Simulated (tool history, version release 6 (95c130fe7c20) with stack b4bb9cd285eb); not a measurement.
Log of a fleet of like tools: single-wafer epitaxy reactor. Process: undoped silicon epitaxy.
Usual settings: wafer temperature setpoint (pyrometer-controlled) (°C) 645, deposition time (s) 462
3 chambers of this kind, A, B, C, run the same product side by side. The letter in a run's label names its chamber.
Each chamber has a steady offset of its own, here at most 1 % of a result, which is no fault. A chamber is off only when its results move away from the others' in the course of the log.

run     day  wafer temperature setpoint (pyrometer-controlled) (°C)  deposition time (s)  read-back reference wafer on the same gauge, thickness_nm  mean film thickness on the monitor wafer (angstrom)
 1C   0.575                                                     645                  462                                                     70.938                                               703.72
 2B   0.862                                                     645                  462                                                     70.948                                               698.36
 3A   1.300                                                     645                  462                                                     71.017                                               698.55
 4A   1.771                                                     645                  462                                                     70.946                                               692.77
 5C   2.350                                                     645                  462                                                     70.892                                               704.91
 6B   2.800                                                     645                  462                                                     70.930                                               697.54
 7B   3.171                                                     632                  462                                                     70.886                                               523.68
 8C   3.792                                                     632                  462                                                     70.977                                               522.92
 9A   4.079                                                     632                  462                                                     70.880                                               521.37
10A   4.450                                                     645                  462                                                     70.948                                               692.56
11B   5.042                                                     653                  400                                                     70.904                                               716.83
12C   5.575                                                     653                  400                                                     70.852                                               725.41
13C   6.046                                                     653                  400                                                     70.934                                               725.21
14B   6.579                                                     645                  462                                                     70.921                                               698.29
15A   6.850                                                     645                  462                                                     70.875                                               696.25
16C   7.221                                                     645                  462                                                     70.806                                               695.58
17B   7.833                                                     657                  490                                                     70.889                                               957.53
18A   8.350                                                     657                  490                                                     70.859                                               946.21
19B   8.696                                                     657                  490                                                     70.948                                               958.52
20A   9.146                                                     645                  462                                                     70.916                                               695.18
21C   9.642                                                     645                  462                                                     70.864                                               699.55
22A  10.033                                                     645                  462                                                     71.021                                               694.51
23B  10.546                                                     645                  462                                                     70.889                                               697.98
24C  10.846                                                     636                  512                                                     70.904                                               635.52

Next, every chamber runs the same settings. What will each give?
25A  11.292                                                     645                  426                                                                                                               ?
25B  11.292                                                     645                  426                                                                                                               ?
25C  11.292                                                     645                  426                                                                                                               ?

run  mean film thickness on the monitor wafer (angstrom)
25A                                               638.41
25B                                               640.87
25C                                               644.47

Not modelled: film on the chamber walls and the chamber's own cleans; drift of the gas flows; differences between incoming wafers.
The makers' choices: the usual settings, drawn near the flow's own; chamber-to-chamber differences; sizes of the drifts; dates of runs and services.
